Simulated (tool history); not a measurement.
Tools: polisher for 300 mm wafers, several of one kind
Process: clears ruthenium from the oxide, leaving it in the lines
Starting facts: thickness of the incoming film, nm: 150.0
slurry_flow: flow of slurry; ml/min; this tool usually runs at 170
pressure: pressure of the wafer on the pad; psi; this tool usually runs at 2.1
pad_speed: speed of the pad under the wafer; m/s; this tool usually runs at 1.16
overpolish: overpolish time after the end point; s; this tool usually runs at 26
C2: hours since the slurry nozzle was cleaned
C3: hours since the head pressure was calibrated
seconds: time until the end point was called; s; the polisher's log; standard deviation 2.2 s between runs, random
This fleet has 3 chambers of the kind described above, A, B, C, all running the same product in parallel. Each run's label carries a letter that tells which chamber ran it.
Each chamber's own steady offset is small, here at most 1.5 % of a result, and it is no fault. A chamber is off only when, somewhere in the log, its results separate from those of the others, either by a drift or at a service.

-- day=0.167 chamber C: worn pad replaced by a new one
run 1A day=0.179 | slurry_flow=170 pressure=2.1 pad_speed=1.16 overpolish=26 | wafers_polished_on_this_pad=184 C2=6.7 C3=996.7 | seconds=113.570
run 2C day=0.496 | slurry_flow=170 pressure=2.1 pad_speed=1.16 overpolish=26 | wafers_polished_on_this_pad=68 C2=587.5 C3=520.8 | seconds=118.460
run 3B day=0.738 | slurry_flow=170 pressure=2.1 pad_speed=1.16 overpolish=26 | wafers_polished_on_this_pad=902 C2=294.7 C3=618.9 | seconds=115.210
-- day=0.954 chamber C: slurry nozzle cleaned
run 4A day=1.017 | slurry_flow=170 pressure=2.1 pad_speed=1.16 overpolish=26 | wafers_polished_on_this_pad=357 C2=26.8 C3=1016.8 | seconds=113.200
run 5B day=1.288 | slurry_flow=170 pressure=2.1 pad_speed=1.16 overpolish=26 | wafers_polished_on_this_pad=1015 C2=307.9 C3=632.1 | seconds=116.510
run 6C day=1.475 | slurry_flow=135 pressure=2.1 pad_speed=1.42 overpolish=26 | wafers_polished_on_this_pad=270 C2=12.6 C3=544.3 | seconds=98.602
-- day=1.662 chamber C: head pressure recalibrated
run 7B day=1.721 | slurry_flow=135 pressure=2.1 pad_speed=1.42 overpolish=26 | wafers_polished_on_this_pad=1105 C2=318.3 C3=642.5 | seconds=101.330
-- day=1.804 chamber A: head pressure recalibrated
run 8A day=2.058 | slurry_flow=135 pressure=2.1 pad_speed=1.42 overpolish=26 | wafers_polished_on_this_pad=572 C2=51.8 C3=6.2 | seconds=98.984
-- day=2.229 chamber B: worn pad replaced by a new one
run 9C day=2.304 | slurry_flow=170 pressure=2.1 pad_speed=1.16 overpolish=26 | wafers_polished_on_this_pad=442 C2=32.5 C3=15.4 | seconds=118.110
run 10A day=2.558 | slurry_flow=170 pressure=2.1 pad_speed=1.16 overpolish=26 | wafers_polished_on_this_pad=675 C2=63.8 C3=18.2 | seconds=121.710
run 11C day=2.808 | slurry_flow=170 pressure=2.1 pad_speed=1.16 overpolish=26 | wafers_polished_on_this_pad=546 C2=44.6 C3=27.5 | seconds=115.170
-- day=2.958 chamber B: slurry nozzle cleaned
run 12B day=2.975 | slurry_flow=170 pressure=2.1 pad_speed=1.16 overpolish=26 | wafers_polished_on_this_pad=154 C2=0.4 C3=672.6 | seconds=114.910
run 13C day=3.138 | slurry_flow=170 pressure=2.1 pad_speed=1.16 overpolish=32 | wafers_polished_on_this_pad=614 C2=52.5 C3=35.4 | seconds=111.750
run 14A day=3.342 | slurry_flow=170 pressure=2.1 pad_speed=1.16 overpolish=32 | wafers_polished_on_this_pad=837 C2=82.6 C3=37.0 | seconds=119.260
run 15B day=3.679 | slurry_flow=170 pressure=2.1 pad_speed=1.16 overpolish=32 | wafers_polished_on_this_pad=299 C2=17.3 C3=689.5 | seconds=116.120
run 16A day=3.888 | slurry_flow=190 pressure=2.1 pad_speed=1.16 overpolish=20 | wafers_polished_on_this_pad=950 C2=95.7 C3=50.1 | seconds=122.400
run 17B day=4.175 | slurry_flow=190 pressure=2.1 pad_speed=1.16 overpolish=20 | wafers_polished_on_this_pad=402 C2=29.2 C3=701.4 | seconds=112.200
run 18C day=4.500 | slurry_flow=190 pressure=2.1 pad_speed=1.16 overpolish=20 | wafers_polished_on_this_pad=895 C2=85.2 C3=68.1 | seconds=112.580
run 19C day=4.738 | slurry_flow=170 pressure=2.1 pad_speed=1.16 overpolish=26 | wafers_polished_on_this_pad=944 C2=90.9 C3=73.8 | seconds=115.000
run 20B day=4.942 | slurry_flow=170 pressure=2.1 pad_speed=1.16 overpolish=26 | wafers_polished_on_this_pad=560 C2=47.6 C3=719.8 | seconds=113.700
run 21A day=5.238 | slurry_flow=170 pressure=2.1 pad_speed=1.16 overpolish=26 | wafers_polished_on_this_pad=1229 C2=128.1 C3=82.5 | seconds=126.870
run 22B day=5.529 | slurry_flow=170 pressure=2.1 pad_speed=1.16 overpolish=26 | wafers_polished_on_this_pad=681 C2=61.7 C3=733.9 | seconds=113.710

Read the log: is a single chamber off, either drifting away or since a service, is the gauge that measures every chamber drifting, or is nothing wrong beyond small per-chamber offsets? Name any odd chamber and what most likely caused it.

It is chamber A that slowly wanders off from its peers.
Likeliest cause: removal rate lost through wear of the pad, % = 12.6.

Chamber A could run next with any of the 4 candidate recipes listed below; each alters the usual settings, and their results appear as question marks. Which one brings its results back in line with what the other chambers deliver on the usual settings?
To be in line, a result may differ from the other chambers' mean on the usual settings by at most: seconds 8.000 s
run 23A-1 day=5.792 | slurry_flow=165 pressure=1.9 pad_speed=1.02 overpolish=26 | seconds=?
run 23A-2 day=5.792 | slurry_flow=170 pressure=2.3 pad_speed=1.16 overpolish=26 | seconds=?
run 23A-3 day=5.792 | slurry_flow=165 pressure=1.9 pad_speed=1.16 overpolish=26 | seconds=?
run 23A-4 day=5.792 | slurry_flow=175 pressure=2.4 pad_speed=1.32 overpolish=26 | seconds=?

Mean of the other chambers on the usual settings: seconds 114.890 s
run=23A-1 seconds=161.210
run=23A-2 seconds=116.690
run=23A-3 seconds=142.050
run=23A-4 seconds=97.997
Change 23A-2 lands the chamber within the allowed miss of the other chambers.
